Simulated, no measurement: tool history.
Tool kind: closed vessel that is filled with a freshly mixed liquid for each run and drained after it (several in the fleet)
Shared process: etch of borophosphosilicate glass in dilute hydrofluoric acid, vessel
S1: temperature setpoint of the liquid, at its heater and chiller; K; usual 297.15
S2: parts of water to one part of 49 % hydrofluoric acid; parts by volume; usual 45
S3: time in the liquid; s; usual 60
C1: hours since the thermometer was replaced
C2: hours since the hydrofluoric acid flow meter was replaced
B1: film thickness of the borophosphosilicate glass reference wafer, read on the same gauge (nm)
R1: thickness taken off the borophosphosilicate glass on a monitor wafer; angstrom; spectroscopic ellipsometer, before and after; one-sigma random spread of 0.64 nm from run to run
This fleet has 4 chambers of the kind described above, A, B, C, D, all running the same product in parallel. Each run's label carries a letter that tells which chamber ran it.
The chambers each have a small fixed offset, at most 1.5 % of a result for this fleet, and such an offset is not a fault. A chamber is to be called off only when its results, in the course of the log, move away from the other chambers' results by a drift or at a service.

run	hour	S1	S2	S3	C1	C2	B1	R1
1A	5.2	297.15	45	60	905.5	364.7	40.009	759.41
2B	8.3	297.15	45	60	573.4	267.1	40.011	779.61
3D	13.2	297.15	45	60	2319.5	145.1	39.987	781.29
4C	19.2	297.15	45	60	723.5	1789.4	39.992	763.19
5C	23.5	297.15	45	60	727.8	1793.7	40.005	765.34
6D	26.6	297.15	45	60	2332.9	158.5	39.987	781.43
7A	30.9	297.15	45	60	931.2	390.4	39.990	774.64
8B	37.3	297.15	45	60	602.4	296.1	40.009	775.56
9C	40.5	297.15	45	60	744.8	1810.7	39.994	761.70
10D	44.9	297.15	45	60	2351.2	176.8	39.986	769.33
11A	48.3	297.15	45	60	948.6	407.8	39.986	765.77
12B	51.6	297.15	45	60	616.7	310.4	40.020	773.35
13A	58.0	297.15	45	60	958.3	417.5	39.980	775.26
14D	64.7	297.15	65	60	2371.0	196.6	40.005	521.56
15C	70.5	297.15	65	60	774.8	1840.7	39.994	514.30
16B	77.4	297.15	65	60	642.5	336.2	39.982	532.63
17A	80.5	297.15	65	60	980.8	440.0	40.002	520.17
18C	87.2	297.15	45	60	791.5	1857.4	39.995	761.77
19D	93.6	297.15	45	60	2399.9	225.5	39.986	769.35
# hour 99.0: chamber D: thermometer replaced
20B	99.7	297.15	45	60	664.8	358.5	39.981	763.65
# hour 100.7: chamber C: hydrofluoric acid flow meter replaced
21A	106.4	297.15	45	60	1006.7	465.9	40.018	765.77
22C	110.9	297.15	45	60	815.2	10.3	40.006	759.63
23D	115.5	300.65	45	85	16.6	247.4	39.995	1269.10
24B	121.7	300.65	45	85	686.8	380.5	40.001	1242.30
25D	125.9	300.65	45	85	27.0	257.8	39.982	1276.90
26C	130.1	300.65	45	85	834.4	29.5	40.004	1228.30

One chamber off, gauge drift, or nothing amiss beyond the chambers' own small offsets? If it is a chamber, which one, and what is the likeliest cause?

No chamber is off and the gauge is stable; the differences are just each chamber's small, constant offset.

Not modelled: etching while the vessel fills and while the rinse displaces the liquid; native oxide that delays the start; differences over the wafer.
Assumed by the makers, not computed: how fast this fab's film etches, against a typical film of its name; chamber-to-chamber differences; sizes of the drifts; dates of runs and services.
